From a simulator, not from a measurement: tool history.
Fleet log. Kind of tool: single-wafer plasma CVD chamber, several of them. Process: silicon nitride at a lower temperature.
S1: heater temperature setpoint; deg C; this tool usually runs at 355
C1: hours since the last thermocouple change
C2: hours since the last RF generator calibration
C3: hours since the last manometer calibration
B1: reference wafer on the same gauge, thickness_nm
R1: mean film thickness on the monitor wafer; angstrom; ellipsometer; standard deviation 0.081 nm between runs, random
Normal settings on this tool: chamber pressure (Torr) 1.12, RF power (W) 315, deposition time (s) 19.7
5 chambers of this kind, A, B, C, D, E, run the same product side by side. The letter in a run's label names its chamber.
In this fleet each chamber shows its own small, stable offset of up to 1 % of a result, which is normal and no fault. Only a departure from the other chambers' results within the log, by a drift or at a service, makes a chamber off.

{"run": "1C", "hour": 8.5, "S1": 355, "chamber pressure (Torr)": 1.12, "RF power (W)": 315, "deposition time (s)": 19.7, "C1": 615.3, "C2": 21.8, "C3": 314.8, "B1": 24.384, "R1": 215.76}
{"run": "2A", "hour": 15.5, "S1": 355, "chamber pressure (Torr)": 1.12, "RF power (W)": 315, "deposition time (s)": 19.7, "C1": 581.1, "C2": 334.4, "C3": 113.7, "B1": 24.398, "R1": 216.57}
{"run": "3D", "hour": 25.9, "S1": 355, "chamber pressure (Torr)": 1.12, "RF power (W)": 315, "deposition time (s)": 19.7, "C1": 757.5, "C2": 847.9, "C3": 1419.9, "B1": 24.393, "R1": 216.91}
{"run": "4B", "hour": 34.9, "S1": 355, "chamber pressure (Torr)": 1.12, "RF power (W)": 315, "deposition time (s)": 19.7, "C1": 797.7, "C2": 458.1, "C3": 1150.1, "B1": 24.393, "R1": 215.41}
{"run": "5E", "hour": 46.7, "S1": 355, "chamber pressure (Torr)": 1.12, "RF power (W)": 315, "deposition time (s)": 19.7, "C1": 121.6, "C2": 1346.6, "C3": 455.9, "B1": 24.397, "R1": 217.08}
{"run": "6C", "hour": 55.8, "S1": 355, "chamber pressure (Torr)": 1.12, "RF power (W)": 315, "deposition time (s)": 19.7, "C1": 662.6, "C2": 69.1, "C3": 362.1, "B1": 24.405, "R1": 217.08}
{"hour": 60.7, "done": "chamber D: thermocouple changed; heater temperature recalibrated"}
{"run": "7B", "hour": 66.2, "S1": 355, "chamber pressure (Torr)": 1.12, "RF power (W)": 270, "deposition time (s)": 19.7, "C1": 829.0, "C2": 489.4, "C3": 1181.4, "B1": 24.395, "R1": 192.44}
{"run": "8D", "hour": 73.5, "S1": 355, "chamber pressure (Torr)": 1.12, "RF power (W)": 270, "deposition time (s)": 19.7, "C1": 12.9, "C2": 895.5, "C3": 1467.5, "B1": 24.39, "R1": 195.0}
{"run": "9A", "hour": 80.8, "S1": 355, "chamber pressure (Torr)": 1.12, "RF power (W)": 270, "deposition time (s)": 19.7, "C1": 646.4, "C2": 399.7, "C3": 179.0, "B1": 24.407, "R1": 195.99}
{"run": "10E", "hour": 87.3, "S1": 355, "chamber pressure (Torr)": 1.12, "RF power (W)": 270, "deposition time (s)": 19.7, "C1": 162.2, "C2": 1387.2, "C3": 496.5, "B1": 24.414, "R1": 194.67}
{"run": "11B", "hour": 98.9, "S1": 355, "chamber pressure (Torr)": 1.12, "RF power (W)": 270, "deposition time (s)": 19.7, "C1": 861.7, "C2": 522.1, "C3": 1214.1, "B1": 24.373, "R1": 194.99}
{"run": "12D", "hour": 104.9, "S1": 355, "chamber pressure (Torr)": 1.3, "RF power (W)": 315, "deposition time (s)": 16.9, "C1": 44.3, "C2": 926.9, "C3": 1498.9, "B1": 24.397, "R1": 194.78}
{"run": "13A", "hour": 112.3, "S1": 355, "chamber pressure (Torr)": 1.3, "RF power (W)": 315, "deposition time (s)": 16.9, "C1": 677.9, "C2": 431.2, "C3": 210.5, "B1": 24.4, "R1": 192.99}
{"run": "14C", "hour": 119.2, "S1": 355, "chamber pressure (Torr)": 1.3, "RF power (W)": 315, "deposition time (s)": 16.9, "C1": 726.0, "C2": 132.5, "C3": 425.5, "B1": 24.411, "R1": 194.78}
{"run": "15E", "hour": 125.1, "S1": 355, "chamber pressure (Torr)": 1.3, "RF power (W)": 315, "deposition time (s)": 16.9, "C1": 200.0, "C2": 1425.0, "C3": 534.3, "B1": 24.394, "R1": 195.27}
{"run": "16A", "hour": 131.2, "S1": 355, "chamber pressure (Torr)": 1.3, "RF power (W)": 315, "deposition time (s)": 16.9, "C1": 696.8, "C2": 450.1, "C3": 229.4, "B1": 24.417, "R1": 194.14}
{"run": "17D", "hour": 142.5, "S1": 355, "chamber pressure (Torr)": 1.12, "RF power (W)": 315, "deposition time (s)": 19.7, "C1": 81.9, "C2": 964.5, "C3": 1536.5, "B1": 24.404, "R1": 214.81}
{"run": "18C", "hour": 151.6, "S1": 355, "chamber pressure (Torr)": 1.12, "RF power (W)": 315, "deposition time (s)": 19.7, "C1": 758.4, "C2": 164.9, "C3": 457.9, "B1": 24.399, "R1": 216.81}
{"run": "19B", "hour": 159.0, "S1": 355, "chamber pressure (Torr)": 1.12, "RF power (W)": 315, "deposition time (s)": 19.7, "C1": 921.8, "C2": 582.2, "C3": 1274.2, "B1": 24.412, "R1": 212.74}
{"run": "20E", "hour": 168.2, "S1": 355, "chamber pressure (Torr)": 1.12, "RF power (W)": 315, "deposition time (s)": 19.7, "C1": 243.1, "C2": 1468.1, "C3": 577.4, "B1": 24.402, "R1": 215.63}
{"run": "21C", "hour": 174.9, "S1": 355, "chamber pressure (Torr)": 1.12, "RF power (W)": 315, "deposition time (s)": 19.7, "C1": 781.7, "C2": 188.2, "C3": 481.2, "B1": 24.405, "R1": 216.54}
{"run": "22D", "hour": 182.3, "S1": 355, "chamber pressure (Torr)": 1.12, "RF power (W)": 315, "deposition time (s)": 19.7, "C1": 121.7, "C2": 1004.3, "C3": 1576.3, "B1": 24.412, "R1": 215.68}
{"run": "23E", "hour": 191.2, "S1": 355, "chamber pressure (Torr)": 1.12, "RF power (W)": 315, "deposition time (s)": 19.7, "C1": 266.1, "C2": 1491.1, "C3": 600.4, "B1": 24.38, "R1": 217.46}
{"run": "24B", "hour": 198.2, "S1": 355, "chamber pressure (Torr)": 1.12, "RF power (W)": 335, "deposition time (s)": 19.7, "C1": 961.0, "C2": 621.4, "C3": 1313.4, "B1": 24.377, "R1": 219.87}
{"run": "25A", "hour": 204.9, "S1": 355, "chamber pressure (Torr)": 1.12, "RF power (W)": 335, "deposition time (s)": 19.7, "C1": 770.5, "C2": 523.8, "C3": 303.1, "B1": 24.404, "R1": 225.02}
{"run": "26C", "hour": 213.4, "S1": 355, "chamber pressure (Torr)": 1.12, "RF power (W)": 335, "deposition time (s)": 19.7, "C1": 820.2, "C2": 226.7, "C3": 519.7, "B1": 24.402, "R1": 227.07}
{"run": "27A", "hour": 221.0, "S1": 355, "chamber pressure (Torr)": 1.12, "RF power (W)": 335, "deposition time (s)": 19.7, "C1": 786.6, "C2": 539.9, "C3": 319.2, "B1": 24.382, "R1": 224.4}
{"run": "28E", "hour": 231.2, "S1": 355, "chamber pressure (Torr)": 1.12, "RF power (W)": 335, "deposition time (s)": 19.7, "C1": 306.1, "C2": 1531.1, "C3": 640.4, "B1": 24.425, "R1": 227.64}
{"run": "29D", "hour": 238.7, "S1": 355, "chamber pressure (Torr)": 1.12, "RF power (W)": 315, "deposition time (s)": 17.0, "C1": 178.1, "C2": 1060.7, "C3": 1632.7, "B1": 24.409, "R1": 187.36}
{"run": "30B", "hour": 246.6, "S1": 355, "chamber pressure (Torr)": 1.12, "RF power (W)": 315, "deposition time (s)": 17.0, "C1": 1009.4, "C2": 669.8, "C3": 1361.8, "B1": 24.405, "R1": 182.48}
{"run": "31C", "hour": 256.7, "S1": 355, "chamber pressure (Torr)": 1.12, "RF power (W)": 315, "deposition time (s)": 17.0, "C1": 863.5, "C2": 270.0, "C3": 563.0, "B1": 24.389, "R1": 188.57}
{"run": "32B", "hour": 266.4, "S1": 355, "chamber pressure (Torr)": 1.12, "RF power (W)": 315, "deposition time (s)": 17.0, "C1": 1029.2, "C2": 689.6, "C3": 1381.6, "B1": 24.412, "R1": 180.91}
{"run": "33D", "hour": 276.6, "S1": 355, "chamber pressure (Torr)": 1.12, "RF power (W)": 315, "deposition time (s)": 17.0, "C1": 216.0, "C2": 1098.6, "C3": 1670.6, "B1": 24.387, "R1": 188.18}
{"run": "34E", "hour": 285.6, "S1": 355, "chamber pressure (Torr)": 1.12, "RF power (W)": 315, "deposition time (s)": 19.7, "C1": 360.5, "C2": 1585.5, "C3": 694.8, "B1": 24.392, "R1": 217.9}
{"run": "35A", "hour": 292.1, "S1": 355, "chamber pressure (Torr)": 1.12, "RF power (W)": 315, "deposition time (s)": 19.7, "C1": 857.7, "C2": 611.0, "C3": 390.3, "B1": 24.413, "R1": 215.36}
{"run": "36E", "hour": 303.0, "S1": 355, "chamber pressure (Torr)": 1.12, "RF power (W)": 315, "deposition time (s)": 19.7, "C1": 377.9, "C2": 1602.9, "C3": 712.2, "B1": 24.409, "R1": 216.66}
{"run": "37B", "hour": 310.8, "S1": 355, "chamber pressure (Torr)": 1.12, "RF power (W)": 315, "deposition time (s)": 19.7, "C1": 1073.6, "C2": 734.0, "C3": 1426.0, "B1": 24.415, "R1": 207.48}
{"run": "38D", "hour": 319.5, "S1": 355, "chamber pressure (Torr)": 1.12, "RF power (W)": 315, "deposition time (s)": 19.7, "C1": 258.9, "C2": 1141.5, "C3": 1713.5, "B1": 24.401, "R1": 216.41}
{"run": "39C", "hour": 329.6, "S1": 355, "chamber pressure (Torr)": 1.12, "RF power (W)": 315, "deposition time (s)": 19.7, "C1": 936.4, "C2": 342.9, "C3": 635.9, "B1": 24.4, "R1": 216.27}
{"run": "40A", "hour": 336.2, "S1": 355, "chamber pressure (Torr)": 1.12, "RF power (W)": 315, "deposition time (s)": 19.7, "C1": 901.8, "C2": 655.1, "C3": 434.4, "B1": 24.391, "R1": 216.41}
{"run": "41C", "hour": 345.2, "S1": 355, "chamber pressure (Torr)": 1.12, "RF power (W)": 315, "deposition time (s)": 19.7, "C1": 952.0, "C2": 358.5, "C3": 651.5, "B1": 24.388, "R1": 215.61}
{"run": "42A", "hour": 353.6, "S1": 355, "chamber pressure (Torr)": 1.12, "RF power (W)": 315, "deposition time (s)": 21.2, "C1": 919.2, "C2": 672.5, "C3": 451.8, "B1": 24.409, "R1": 232.89}
{"run": "43B", "hour": 360.0, "S1": 355, "chamber pressure (Torr)": 1.12, "RF power (W)": 315, "deposition time (s)": 21.2, "C1": 1122.8, "C2": 783.2, "C3": 1475.2, "B1": 24.403, "R1": 220.98}

Each of the 5 chambers runs these same settings next. Fill in every chamber's results:
{"run": "44A", "hour": 368.5, "S1": 355, "chamber pressure (Torr)": 1.12, "RF power (W)": 315, "deposition time (s)": 19.7, "R1": "?"}
{"run": "44B", "hour": 368.5, "S1": 355, "chamber pressure (Torr)": 1.12, "RF power (W)": 315, "deposition time (s)": 19.7, "R1": "?"}
{"run": "44C", "hour": 368.5, "S1": 355, "chamber pressure (Torr)": 1.12, "RF power (W)": 315, "deposition time (s)": 19.7, "R1": "?"}
{"run": "44D", "hour": 368.5, "S1": 355, "chamber pressure (Torr)": 1.12, "RF power (W)": 315, "deposition time (s)": 19.7, "R1": "?"}
{"run": "44E", "hour": 368.5, "S1": 355, "chamber pressure (Torr)": 1.12, "RF power (W)": 315, "deposition time (s)": 19.7, "R1": "?"}

run=44A R1=216.66
run=44B R1=206.19
run=44C R1=217.26
run=44D R1=215.47
run=44E R1=216.72

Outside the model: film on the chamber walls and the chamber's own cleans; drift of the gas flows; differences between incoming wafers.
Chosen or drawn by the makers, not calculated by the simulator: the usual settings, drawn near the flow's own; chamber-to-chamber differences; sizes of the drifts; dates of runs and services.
